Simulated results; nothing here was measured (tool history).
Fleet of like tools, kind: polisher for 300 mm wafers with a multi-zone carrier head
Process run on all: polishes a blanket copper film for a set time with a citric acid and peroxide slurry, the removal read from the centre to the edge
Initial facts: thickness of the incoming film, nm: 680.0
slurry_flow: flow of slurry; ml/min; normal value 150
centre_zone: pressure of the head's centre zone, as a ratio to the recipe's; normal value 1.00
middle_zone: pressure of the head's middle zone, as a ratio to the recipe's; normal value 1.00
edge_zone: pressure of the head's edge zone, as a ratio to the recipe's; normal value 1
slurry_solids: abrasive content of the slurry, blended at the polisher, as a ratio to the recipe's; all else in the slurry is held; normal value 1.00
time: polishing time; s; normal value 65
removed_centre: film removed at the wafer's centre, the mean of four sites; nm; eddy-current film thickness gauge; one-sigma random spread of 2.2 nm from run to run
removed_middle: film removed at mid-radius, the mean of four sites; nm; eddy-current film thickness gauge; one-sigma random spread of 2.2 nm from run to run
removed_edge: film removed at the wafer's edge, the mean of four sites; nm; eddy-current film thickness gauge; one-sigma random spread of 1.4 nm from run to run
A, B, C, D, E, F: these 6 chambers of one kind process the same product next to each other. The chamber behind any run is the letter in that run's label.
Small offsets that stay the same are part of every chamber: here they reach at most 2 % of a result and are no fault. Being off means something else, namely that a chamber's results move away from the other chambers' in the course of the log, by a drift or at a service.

| run | day | slurry_flow | centre_zone | middle_zone | edge_zone | slurry_solids | time | wafers polished on this pad | hours since the slurry nozzle was cleaned | hours since the centre zone pressure was calibrated | hours since the edge zone pressure was calibrated | removed_centre | removed_middle | removed_edge |
|---|---|---|---|---|---|---|---|---|---|---|---|---|---|---|
| 1F | 0.596 | 150 | 1.00 | 1.00 | 1 | 1.00 | 65 | 634 | 138.3 | 976.8 | 268.0 | 175.30 | 177.42 | 180.18 |
| 2B | 0.892 | 150 | 1.00 | 1.00 | 1 | 1.00 | 65 | 1289 | 53.5 | 509.3 | 238.4 | 177.20 | 178.02 | 179.85 |
|  | 1.058 | chamber F: worn pad replaced by a new one |
|  | 1.150 | chamber B: worn pad replaced by a new one |
| 3A | 1.488 | 150 | 1.00 | 1.00 | 1 | 1.00 | 65 | 696 | 99.9 | 601.7 | 305.6 | 178.86 | 178.53 | 178.18 |
| 4C | 1.817 | 150 | 1.00 | 1.00 | 1 | 1.00 | 65 | 463 | 142.3 | 446.0 | 115.9 | 180.23 | 177.82 | 181.15 |
| 5D | 2.262 | 150 | 1.00 | 1.00 | 1 | 1.00 | 65 | 837 | 173.2 | 601.5 | 290.1 | 177.27 | 181.33 | 180.35 |
|  | 2.592 | chamber A: worn pad replaced by a new one |
| 6E | 2.838 | 150 | 1.00 | 1.00 | 1 | 1.00 | 65 | 1026 | 508.9 | 278.0 | 228.9 | 176.33 | 175.33 | 177.65 |
|  | 2.971 | chamber C: worn pad replaced by a new one |
|  | 3.212 | chamber D: worn pad replaced by a new one |
| 7D | 3.450 | 150 | 1.00 | 1.00 | 1 | 1.00 | 65 | 47 | 201.7 | 630.0 | 318.6 | 179.71 | 177.49 | 179.39 |
| 8C | 3.792 | 150 | 1.06 | 1.00 | 1 | 1.00 | 86 | 162 | 189.7 | 493.4 | 163.3 | 254.86 | 231.77 | 240.05 |
|  | 3.929 | chamber E: worn pad replaced by a new one |
|  | 4.200 | chamber E: centre zone pressure recalibrated |
| 9F | 4.250 | 150 | 1.06 | 1.00 | 1 | 1.00 | 86 | 629 | 226.0 | 1064.5 | 355.7 | 249.42 | 233.61 | 239.37 |
|  | 4.604 | chamber F: worn pad replaced by a new one |
| 10E | 4.712 | 150 | 1.06 | 1.00 | 1 | 1.00 | 86 | 154 | 553.9 | 12.3 | 273.9 | 245.17 | 233.96 | 236.42 |
| 11B | 5.317 | 150 | 1.06 | 1.00 | 1 | 1.00 | 86 | 822 | 159.7 | 615.5 | 344.6 | 248.15 | 241.64 | 238.14 |
|  | 5.475 | chamber B: edge zone pressure recalibrated |
| 12A | 5.783 | 150 | 1.06 | 1.00 | 1 | 1.00 | 86 | 629 | 203.0 | 704.8 | 408.7 | 248.51 | 232.29 | 235.07 |
| 13D | 6.108 | 150 | 1.06 | 1.00 | 1 | 1.00 | 86 | 571 | 265.5 | 693.8 | 382.4 | 249.04 | 240.53 | 233.96 |
|  | 6.133 | chamber B: centre zone pressure recalibrated |
| 14B | 6.517 | 150 | 1.00 | 1.00 | 1 | 1.00 | 65 | 1059 | 188.5 | 9.2 | 25.1 | 181.51 | 179.66 | 180.37 |
|  | 6.575 | chamber C: worn pad replaced by a new one |
| 15C | 6.908 | 150 | 1.00 | 1.00 | 1 | 1.00 | 65 | 66 | 264.5 | 568.2 | 238.1 | 177.03 | 182.48 | 181.91 |
|  | 7.500 | chamber A: worn pad replaced by a new one |
| 16F | 7.517 | 150 | 1.00 | 1.00 | 1 | 1.00 | 65 | 574 | 304.4 | 1142.9 | 434.1 | 178.36 | 177.66 | 183.27 |
| 17E | 7.996 | 150 | 1.00 | 1.07 | 1 | 1.00 | 65 | 802 | 632.7 | 91.1 | 352.7 | 177.71 | 192.40 | 177.88 |
| 18A | 8.442 | 150 | 1.00 | 1.07 | 1 | 1.00 | 65 | 185 | 266.8 | 768.6 | 472.5 | 174.71 | 190.60 | 177.82 |
|  | 8.788 | chamber D: worn pad replaced by a new one |
| 19F | 8.800 | 150 | 1.00 | 1.07 | 1 | 1.00 | 65 | 827 | 335.2 | 1173.7 | 464.9 | 177.58 | 189.53 | 178.69 |
|  | 8.812 | chamber F: worn pad replaced by a new one |
| 20E | 9.292 | 150 | 1.00 | 1.07 | 1 | 1.00 | 65 | 1058 | 663.8 | 122.2 | 383.8 | 175.28 | 185.86 | 177.94 |
| 21D | 9.617 | 150 | 1.00 | 1.07 | 1 | 1.00 | 65 | 163 | 349.7 | 778.0 | 466.6 | 179.69 | 192.75 | 179.57 |
|  | 9.625 | chamber B: worn pad replaced by a new one |
|  | 9.871 | chamber C: worn pad replaced by a new one |
| 22B | 9.954 | 150 | 1.00 | 1.07 | 1 | 1.00 | 65 | 65 | 271.0 | 91.7 | 107.6 | 176.37 | 186.49 | 181.42 |
|  | 10.200 | chamber E: worn pad replaced by a new one |
|  | 10.267 | chamber C: slurry nozzle cleaned |
| 23A | 10.579 | 150 | 1.00 | 1.00 | 1 | 1.00 | 65 | 607 | 318.1 | 819.9 | 523.8 | 174.87 | 176.07 | 175.14 |
|  | 11.129 | chamber A: edge zone pressure recalibrated |
|  | 11.150 | chamber C: centre zone pressure recalibrated |
|  | 11.167 | chamber F: centre zone pressure recalibrated |
| 24C | 11.200 | 150 | 1.00 | 1.00 | 1 | 1.00 | 65 | 262 | 22.4 | 1.3 | 341.1 | 176.93 | 173.16 | 179.61 |
|  | 11.621 | chamber F: slurry nozzle cleaned |
| 25D | 11.821 | 150 | 1.00 | 1.00 | 1 | 1.00 | 65 | 598 | 402.6 | 830.9 | 519.5 | 175.42 | 179.55 | 177.96 |
| 26F | 12.279 | 150 | 1.00 | 1.00 | 1 | 1.00 | 65 | 684 | 15.8 | 26.7 | 548.4 | 180.14 | 177.91 | 180.15 |
|  | 12.508 | chamber F: worn pad replaced by a new one |
| 27B | 12.858 | 150 | 1.00 | 1.00 | 1 | 1.00 | 65 | 638 | 340.7 | 161.4 | 177.3 | 179.17 | 174.59 | 180.54 |
|  | 12.883 | chamber A: worn pad replaced by a new one |
|  | 13.029 | chamber D: slurry nozzle cleaned |
| 28C | 13.175 | 150 | 1.00 | 1.00 | 1 | 0.75 | 65 | 651 | 69.8 | 48.7 | 388.5 | 169.78 | 166.20 | 172.06 |
|  | 13.333 | chamber C: worn pad replaced by a new one |
|  | 13.729 | chamber D: worn pad replaced by a new one |
| 29A | 13.779 | 150 | 1.00 | 1.00 | 1 | 0.75 | 65 | 177 | 394.9 | 896.7 | 63.6 | 168.47 | 166.65 | 165.51 |
| 30E | 14.179 | 150 | 1.00 | 1.00 | 1 | 0.75 | 65 | 785 | 781.1 | 239.5 | 501.1 | 161.76 | 165.80 | 167.85 |
| 31A | 14.738 | 150 | 1.00 | 1.00 | 1 | 0.75 | 65 | 366 | 417.9 | 919.7 | 86.6 | 163.06 | 167.04 | 167.25 |
|  | 15.083 | chamber E: slurry nozzle cleaned |
| 32E | 15.217 | 150 | 1.00 | 1.00 | 1 | 0.75 | 65 | 989 | 3.2 | 264.4 | 526.0 | 168.40 | 171.19 | 168.78 |
| 33F | 15.625 | 150 | 1.00 | 1.00 | 1 | 0.75 | 65 | 614 | 96.1 | 107.0 | 628.7 | 164.24 | 170.54 | 169.09 |
|  | 16.000 | chamber C: edge zone pressure recalibrated |
| 34C | 16.029 | 150 | 1.00 | 1.00 | 1 | 1.00 | 65 | 532 | 138.3 | 117.2 | 0.7 | 182.49 | 174.61 | 180.37 |
|  | 16.208 | chamber B: worn pad replaced by a new one |
| 35B | 16.550 | 150 | 1.00 | 1.00 | 1 | 1.00 | 65 | 67 | 429.3 | 250.0 | 265.9 | 177.48 | 178.28 | 177.76 |
| 36D | 16.933 | 150 | 1.00 | 0.94 | 1 | 1.25 | 65 | 632 | 93.7 | 953.6 | 642.2 | 167.21 | 173.99 | 187.04 |

Read the log: is a single chamber off, either drifting away or since a service, is the gauge that measures every chamber drifting, or is nothing wrong beyond small per-chamber offsets? Name any odd chamber and what most likely caused it.

Chamber D drifts away from the others.
What lies behind it: centre zone's pressure below its setpoint, % = 11.8.

Below are 4 candidate recipes for chamber D's next run, each the usual settings with a change, their results shown as question marks. Which of them brings D's results back in line with what the other chambers give on the usual settings?
In-line tolerance around the mean of the other chambers on the usual settings: removed_centre 7.80 nm; removed_middle 7.70 nm; removed_edge 4.80 nm
| 37D-1 | 17.383 | 160 | 1.17 | 0.95 | 0.95 | 1.00 | 67 |  |  |  |  | ? | ? | ? |
| 37D-2 | 17.383 | 140 | 0.84 | 1.05 | 1.05 | 1.00 | 64 |  |  |  |  | ? | ? | ? |
| 37D-3 | 17.383 | 155 | 1.08 | 0.97 | 0.98 | 1.00 | 66 |  |  |  |  | ? | ? | ? |
| 37D-4 | 17.383 | 145 | 0.92 | 1.03 | 1.02 | 1.00 | 64 |  |  |  |  | ? | ? | ? |

Average result of the remaining chambers running the usual settings: removed_centre 177.39 nm; removed_middle 177.72 nm; removed_edge 179.52 nm
| run | removed_centre | removed_middle | removed_edge |
|---|---|---|---|
| 37D-1 | 195.93 | 178.04 | 181.00 |
| 37D-2 | 126.70 | 181.80 | 178.78 |
| 37D-3 | 175.89 | 177.75 | 180.42 |
| 37D-4 | 141.20 | 179.83 | 176.94 |
37D-3 is the one that brings the chamber's results back in line with the other chambers.
